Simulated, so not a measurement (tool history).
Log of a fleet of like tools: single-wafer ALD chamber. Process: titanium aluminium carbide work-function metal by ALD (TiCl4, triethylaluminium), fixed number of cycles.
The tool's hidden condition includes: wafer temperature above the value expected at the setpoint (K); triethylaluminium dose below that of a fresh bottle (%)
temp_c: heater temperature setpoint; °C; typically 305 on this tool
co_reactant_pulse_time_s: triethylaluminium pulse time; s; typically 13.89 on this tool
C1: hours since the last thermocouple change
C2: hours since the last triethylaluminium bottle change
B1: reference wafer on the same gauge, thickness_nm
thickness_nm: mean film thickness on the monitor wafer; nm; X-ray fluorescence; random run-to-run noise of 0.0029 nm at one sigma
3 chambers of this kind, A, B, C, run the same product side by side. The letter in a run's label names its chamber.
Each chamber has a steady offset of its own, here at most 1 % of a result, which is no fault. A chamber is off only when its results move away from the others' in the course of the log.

run 1B hour=7.1 | temp_c=305 co_reactant_pulse_time_s=13.89 | C1=1890.0 C2=678.2 | B1=2.2305 | thickness_nm=2.0806
run 2A hour=13.9 | temp_c=305 co_reactant_pulse_time_s=13.89 | C1=1000.3 C2=101.7 | B1=2.2303 | thickness_nm=2.0933
run 3C hour=25.0 | temp_c=305 co_reactant_pulse_time_s=13.89 | C1=989.0 C2=71.9 | B1=2.2293 | thickness_nm=2.0712
run 4B hour=37.1 | temp_c=305 co_reactant_pulse_time_s=13.89 | C1=1920.0 C2=708.2 | B1=2.2283 | thickness_nm=2.0799
run 5A hour=50.0 | temp_c=305 co_reactant_pulse_time_s=13.89 | C1=1036.4 C2=137.8 | B1=2.2277 | thickness_nm=2.0872
run 6C hour=57.0 | temp_c=305 co_reactant_pulse_time_s=13.89 | C1=1021.0 C2=103.9 | B1=2.2266 | thickness_nm=2.0671
run 7C hour=66.0 | temp_c=305 co_reactant_pulse_time_s=13.89 | C1=1030.0 C2=112.9 | B1=2.2272 | thickness_nm=2.0689
run 8A hour=72.4 | temp_c=305 co_reactant_pulse_time_s=13.89 | C1=1058.8 C2=160.2 | B1=2.2262 | thickness_nm=2.0914
run 9B hour=82.6 | temp_c=305 co_reactant_pulse_time_s=13.89 | C1=1965.5 C2=753.7 | B1=2.2260 | thickness_nm=2.0774
run 10A hour=95.9 | temp_c=305 co_reactant_pulse_time_s=13.89 | C1=1082.3 C2=183.7 | B1=2.2256 | thickness_nm=2.0862
run 11C hour=104.8 | temp_c=300 co_reactant_pulse_time_s=17.55 | C1=1068.8 C2=151.7 | B1=2.2258 | thickness_nm=2.0383
run 12B hour=116.7 | temp_c=300 co_reactant_pulse_time_s=17.55 | C1=1999.6 C2=787.8 | B1=2.2243 | thickness_nm=2.0419
run 13B hour=123.8 | temp_c=300 co_reactant_pulse_time_s=17.55 | C1=2006.7 C2=794.9 | B1=2.2242 | thickness_nm=2.0392
run 14C hour=131.2 | temp_c=305 co_reactant_pulse_time_s=13.89 | C1=1095.2 C2=178.1 | B1=2.2245 | thickness_nm=2.0719
run 15A hour=141.6 | temp_c=298 co_reactant_pulse_time_s=13.89 | C1=1128.0 C2=229.4 | B1=2.2236 | thickness_nm=2.0299
run 16A hour=151.5 | temp_c=298 co_reactant_pulse_time_s=13.89 | C1=1137.9 C2=239.3 | B1=2.2231 | thickness_nm=2.0310
run 17C hour=163.1 | temp_c=298 co_reactant_pulse_time_s=13.89 | C1=1127.1 C2=210.0 | B1=2.2227 | thickness_nm=2.0043
run 18B hour=174.9 | temp_c=305 co_reactant_pulse_time_s=13.89 | C1=2057.8 C2=846.0 | B1=2.2220 | thickness_nm=2.0662
run 19A hour=182.9 | temp_c=305 co_reactant_pulse_time_s=13.89 | C1=1169.3 C2=270.7 | B1=2.2210 | thickness_nm=2.0892
run 20B hour=190.1 | temp_c=305 co_reactant_pulse_time_s=13.89 | C1=2073.0 C2=861.2 | B1=2.2211 | thickness_nm=2.0724
run 21C hour=197.5 | temp_c=305 co_reactant_pulse_time_s=13.89 | C1=1161.5 C2=244.4 | B1=2.2204 | thickness_nm=2.0599
run 22A hour=211.1 | temp_c=305 co_reactant_pulse_time_s=13.89 | C1=1197.5 C2=298.9 | B1=2.2202 | thickness_nm=2.0873
run 23B hour=223.9 | temp_c=305 co_reactant_pulse_time_s=13.89 | C1=2106.8 C2=895.0 | B1=2.2186 | thickness_nm=2.0696
run 24C hour=235.8 | temp_c=299 co_reactant_pulse_time_s=13.89 | C1=1199.8 C2=282.7 | B1=2.2184 | thickness_nm=2.0093
run 25C hour=247.9 | temp_c=299 co_reactant_pulse_time_s=13.89 | C1=1211.9 C2=294.8 | B1=2.2182 | thickness_nm=2.0072
run 26A hour=259.3 | temp_c=299 co_reactant_pulse_time_s=13.89 | C1=1245.7 C2=347.1 | B1=2.2185 | thickness_nm=2.0323
run 27B hour=267.0 | temp_c=316 co_reactant_pulse_time_s=16.23 | C1=2149.9 C2=938.1 | B1=2.2178 | thickness_nm=2.1823

Next, every chamber runs the same settings. What will each give?
run 28A hour=276.9 | temp_c=305 co_reactant_pulse_time_s=15.88 | thickness_nm=?
run 28B hour=276.9 | temp_c=305 co_reactant_pulse_time_s=15.88 | thickness_nm=?
run 28C hour=276.9 | temp_c=305 co_reactant_pulse_time_s=15.88 | thickness_nm=?

run=28A thickness_nm=2.0889
run=28B thickness_nm=2.0704
run=28C thickness_nm=2.0700
